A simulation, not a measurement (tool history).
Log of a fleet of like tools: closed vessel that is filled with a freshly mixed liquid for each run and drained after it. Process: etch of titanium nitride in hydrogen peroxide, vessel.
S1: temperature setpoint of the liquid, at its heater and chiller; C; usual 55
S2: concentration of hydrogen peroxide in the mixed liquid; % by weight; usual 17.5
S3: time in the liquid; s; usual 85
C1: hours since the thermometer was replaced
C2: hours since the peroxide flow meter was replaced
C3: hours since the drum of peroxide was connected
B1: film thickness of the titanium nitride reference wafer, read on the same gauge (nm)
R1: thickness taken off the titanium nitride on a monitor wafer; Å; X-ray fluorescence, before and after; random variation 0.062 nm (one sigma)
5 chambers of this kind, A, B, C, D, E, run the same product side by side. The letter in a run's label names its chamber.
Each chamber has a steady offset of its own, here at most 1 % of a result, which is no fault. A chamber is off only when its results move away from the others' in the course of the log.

run    day  S1    S2   S3      C1      C2     C3      B1      R1
     0.246  -- chamber D: thermometer replaced
 1B  0.279  55  17.5   85  1164.9   287.2    110  100.03  62.391
 2C  0.608  55  17.5   85    17.9   449.4    542  100.02  62.396
 3A  0.858  55  17.5   85    59.5     799  294.8  100.01  63.721
 4D  1.025  55  17.5   85    18.7  2068.1   78.8  99.999  64.204
 5E  1.321  55  17.5   85   292.7   428.5  527.3   99.96  62.413
 6E  1.521  55  17.5   85   297.5   433.3  532.1  99.979  63.085
 7B  1.725  55  17.5   85  1199.6   321.9  144.7  99.993  63.816
 8A  1.971  55  17.5   85    86.2   825.7  321.5     100  62.701
 9D  2.204  55  17.5   85      47  2096.4  107.1     100  62.627
10C  2.362  55  17.5   85      60   491.5  584.1  100.02  62.015
11A  2.658  55  17.5   85   102.7   842.2    338  100.02  62.702
12D  2.867  55  17.5   85    62.9  2112.3    123     100  62.841
13C  3.192  55  17.5  130    79.9   511.4    604  100.04  94.777
14B  3.517  55  17.5  130  1242.6   364.9  187.7  100.03  98.385
15E  3.696  55  17.5  130   349.7   485.5  584.3  99.998  96.666
16B  4.033  55  17.5  130    1255   377.3  200.1  99.989  100.03
17D  4.333  55  17.5  130    98.1  2147.5  158.2   99.97  98.212
18E  4.583  55  17.5   85     371   506.8  605.6  99.995  63.002
19C  4.883  55  17.5   85   120.5     552  644.6  99.994  62.499
20A  5.146  55  17.5   85   162.4   901.9  397.7  100.03    63.8
     5.179  -- chamber A: new drum of peroxide connected
21D  5.462  55  17.5   85   125.2  2174.6  185.3  100.01  61.775
22B  5.625  55  17.5   85  1293.2   415.5  238.3     100  67.456
23E  5.954  55  17.5   85   403.9   539.7  638.5  100.01  64.236
24A    6.2  55  17.5   85   187.7   927.2   24.5     100  63.738
25C  6.512  55  20.5  130   159.6   591.1  683.7  100.01  99.453
26E  6.692  55  20.5  130   421.6   557.4  656.2  100.02  100.94
27A  6.921  55  20.5  130     205   944.5   41.8  99.977  101.78
28B  7.221  55  20.5  130  1331.5   453.8  276.6  100.02  108.41
29D  7.521  55  20.5  130   174.6    2224  234.7  99.954  98.992
30C  7.817  48  17.5   40   190.9   622.4    715  99.979  17.598
31D  8.142  48  17.5   40   189.5  2238.9  249.6     100  17.852

Is one chamber off against the others, does the gauge drift, or is nothing wrong? If a chamber is off, say which, and what the likeliest cause is.

Chamber B drifts away from the others.
Cause: liquid hotter than its thermometer reads (K) = 1.64.

Here are 4 candidates for chamber B's next run, each the usual settings with a change, their results left as question marks. Which one brings its results back in line with what the others give on the usual settings?
In line means no further than this from the other chambers' mean on the usual settings: R1 2.2 Å
32B-1  8.396    55  17.5   70                   ?
32B-2  8.396  56.5  17.5   85                   ?
32B-3  8.396  54.5  17.5   80                   ?
32B-4  8.396    55  17.5  105                   ?

The other chambers' mean on the usual settings: R1 62.994 Å
  run      R1
32B-1  57.868
32B-2  77.881
32B-3  63.877
32B-4  86.801
32B-3 brings the chamber back in line.

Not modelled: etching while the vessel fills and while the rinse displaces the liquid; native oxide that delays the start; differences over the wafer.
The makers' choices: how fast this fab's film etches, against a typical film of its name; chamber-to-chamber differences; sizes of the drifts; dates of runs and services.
